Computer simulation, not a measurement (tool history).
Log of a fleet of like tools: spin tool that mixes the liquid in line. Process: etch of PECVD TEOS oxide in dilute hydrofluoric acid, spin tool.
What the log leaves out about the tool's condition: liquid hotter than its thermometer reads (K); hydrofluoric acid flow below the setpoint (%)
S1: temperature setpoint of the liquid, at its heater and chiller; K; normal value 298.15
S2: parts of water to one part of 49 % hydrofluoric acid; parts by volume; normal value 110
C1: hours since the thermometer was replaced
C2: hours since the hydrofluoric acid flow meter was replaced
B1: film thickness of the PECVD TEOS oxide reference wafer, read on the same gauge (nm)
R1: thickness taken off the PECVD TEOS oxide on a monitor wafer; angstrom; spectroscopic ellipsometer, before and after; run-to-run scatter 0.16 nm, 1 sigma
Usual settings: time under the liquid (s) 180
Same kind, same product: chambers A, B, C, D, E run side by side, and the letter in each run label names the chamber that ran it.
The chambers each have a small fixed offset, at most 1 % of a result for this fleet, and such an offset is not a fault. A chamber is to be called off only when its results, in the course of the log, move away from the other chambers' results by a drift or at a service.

{"run": "1A", "hour": 7.8, "S1": 298.15, "S2": 110, "time under the liquid (s)": 180, "C1": 2200.1, "C2": 2102.1, "B1": 69.983, "R1": 226.22}
{"run": "2C", "hour": 13.8, "S1": 298.15, "S2": 110, "time under the liquid (s)": 180, "C1": 294.3, "C2": 47.0, "B1": 69.986, "R1": 229.72}
{"hour": 15.6, "done": "chamber A: hydrofluoric acid flow meter replaced"}
{"run": "3E", "hour": 22.0, "S1": 298.15, "S2": 110, "time under the liquid (s)": 180, "C1": 89.9, "C2": 566.3, "B1": 70.007, "R1": 226.64}
{"run": "4B", "hour": 30.2, "S1": 298.15, "S2": 110, "time under the liquid (s)": 180, "C1": 679.7, "C2": 417.8, "B1": 70.03, "R1": 224.97}
{"run": "5D", "hour": 38.2, "S1": 298.15, "S2": 110, "time under the liquid (s)": 180, "C1": 224.0, "C2": 710.5, "B1": 70.006, "R1": 225.17}
{"run": "6E", "hour": 43.9, "S1": 298.15, "S2": 110, "time under the liquid (s)": 180, "C1": 111.8, "C2": 588.2, "B1": 70.006, "R1": 226.95}
{"run": "7B", "hour": 51.1, "S1": 298.15, "S2": 110, "time under the liquid (s)": 180, "C1": 700.6, "C2": 438.7, "B1": 70.014, "R1": 226.16}
{"run": "8D", "hour": 58.5, "S1": 298.15, "S2": 110, "time under the liquid (s)": 180, "C1": 244.3, "C2": 730.8, "B1": 69.993, "R1": 224.98}
{"run": "9C", "hour": 67.1, "S1": 298.15, "S2": 110, "time under the liquid (s)": 180, "C1": 347.6, "C2": 100.3, "B1": 69.994, "R1": 228.04}
{"run": "10A", "hour": 75.1, "S1": 298.15, "S2": 110, "time under the liquid (s)": 180, "C1": 2267.4, "C2": 59.5, "B1": 69.99, "R1": 225.06}
{"run": "11D", "hour": 82.5, "S1": 298.15, "S2": 110, "time under the liquid (s)": 180, "C1": 268.3, "C2": 754.8, "B1": 69.995, "R1": 223.02}
{"run": "12A", "hour": 88.6, "S1": 298.15, "S2": 110, "time under the liquid (s)": 180, "C1": 2280.9, "C2": 73.0, "B1": 70.009, "R1": 223.06}
{"run": "13B", "hour": 92.5, "S1": 298.15, "S2": 110, "time under the liquid (s)": 180, "C1": 742.0, "C2": 480.1, "B1": 70.01, "R1": 227.12}
{"hour": 96.5, "done": "chamber A: thermometer replaced"}
{"run": "14E", "hour": 100.9, "S1": 294.65, "S2": 80, "time under the liquid (s)": 180, "C1": 168.8, "C2": 645.2, "B1": 69.994, "R1": 283.36}
{"run": "15C", "hour": 106.8, "S1": 294.65, "S2": 80, "time under the liquid (s)": 180, "C1": 387.3, "C2": 140.0, "B1": 70.0, "R1": 282.62}
{"run": "16E", "hour": 111.6, "S1": 294.65, "S2": 80, "time under the liquid (s)": 180, "C1": 179.5, "C2": 655.9, "B1": 69.996, "R1": 286.34}
{"run": "17A", "hour": 117.1, "S1": 294.65, "S2": 80, "time under the liquid (s)": 180, "C1": 20.6, "C2": 101.5, "B1": 69.994, "R1": 279.55}
{"run": "18D", "hour": 124.1, "S1": 294.65, "S2": 80, "time under the liquid (s)": 180, "C1": 309.9, "C2": 796.4, "B1": 69.988, "R1": 279.57}
{"run": "19C", "hour": 131.8, "S1": 298.15, "S2": 110, "time under the liquid (s)": 180, "C1": 412.3, "C2": 165.0, "B1": 70.003, "R1": 232.76}
{"run": "20B", "hour": 138.1, "S1": 298.15, "S2": 110, "time under the liquid (s)": 180, "C1": 787.6, "C2": 525.7, "B1": 69.99, "R1": 227.96}
{"run": "21C", "hour": 143.3, "S1": 298.15, "S2": 110, "time under the liquid (s)": 180, "C1": 423.8, "C2": 176.5, "B1": 69.991, "R1": 229.81}
{"run": "22E", "hour": 149.9, "S1": 298.15, "S2": 110, "time under the liquid (s)": 180, "C1": 217.8, "C2": 694.2, "B1": 69.991, "R1": 226.21}
{"run": "23D", "hour": 155.3, "S1": 298.15, "S2": 110, "time under the liquid (s)": 180, "C1": 341.1, "C2": 827.6, "B1": 70.007, "R1": 225.29}
{"run": "24B", "hour": 164.3, "S1": 298.15, "S2": 110, "time under the liquid (s)": 180, "C1": 813.8, "C2": 551.9, "B1": 70.002, "R1": 222.73}
{"run": "25A", "hour": 170.5, "S1": 298.15, "S2": 110, "time under the liquid (s)": 180, "C1": 74.0, "C2": 154.9, "B1": 70.01, "R1": 226.71}
{"run": "26D", "hour": 176.4, "S1": 298.15, "S2": 110, "time under the liquid (s)": 180, "C1": 362.2, "C2": 848.7, "B1": 70.022, "R1": 223.84}
{"run": "27B", "hour": 182.6, "S1": 298.15, "S2": 110, "time under the liquid (s)": 180, "C1": 832.1, "C2": 570.2, "B1": 69.991, "R1": 223.76}
{"run": "28A", "hour": 189.0, "S1": 298.15, "S2": 110, "time under the liquid (s)": 180, "C1": 92.5, "C2": 173.4, "B1": 70.007, "R1": 224.79}
{"run": "29C", "hour": 197.4, "S1": 298.15, "S2": 110, "time under the liquid (s)": 180, "C1": 477.9, "C2": 230.6, "B1": 69.984, "R1": 230.03}
{"run": "30E", "hour": 202.2, "S1": 298.15, "S2": 110, "time under the liquid (s)": 180, "C1": 270.1, "C2": 746.5, "B1": 69.992, "R1": 225.42}
{"run": "31A", "hour": 208.4, "S1": 298.15, "S2": 110, "time under the liquid (s)": 180, "C1": 111.9, "C2": 192.8, "B1": 69.992, "R1": 224.77}
{"run": "32C", "hour": 217.4, "S1": 298.15, "S2": 110, "time under the liquid (s)": 180, "C1": 497.9, "C2": 250.6, "B1": 70.015, "R1": 227.92}

Predict what each chamber gives when all 5 of them run the settings below next.
{"run": "33A", "hour": 223.9, "S1": 298.15, "S2": 110, "time under the liquid (s)": 180, "R1": "?"}
{"run": "33B", "hour": 223.9, "S1": 298.15, "S2": 110, "time under the liquid (s)": 180, "R1": "?"}
{"run": "33C", "hour": 223.9, "S1": 298.15, "S2": 110, "time under the liquid (s)": 180, "R1": "?"}
{"run": "33D", "hour": 223.9, "S1": 298.15, "S2": 110, "time under the liquid (s)": 180, "R1": "?"}
{"run": "33E", "hour": 223.9, "S1": 298.15, "S2": 110, "time under the liquid (s)": 180, "R1": "?"}

run=33A R1=225.24
run=33B R1=224.64
run=33C R1=228.34
run=33D R1=222.79
run=33E R1=226.75
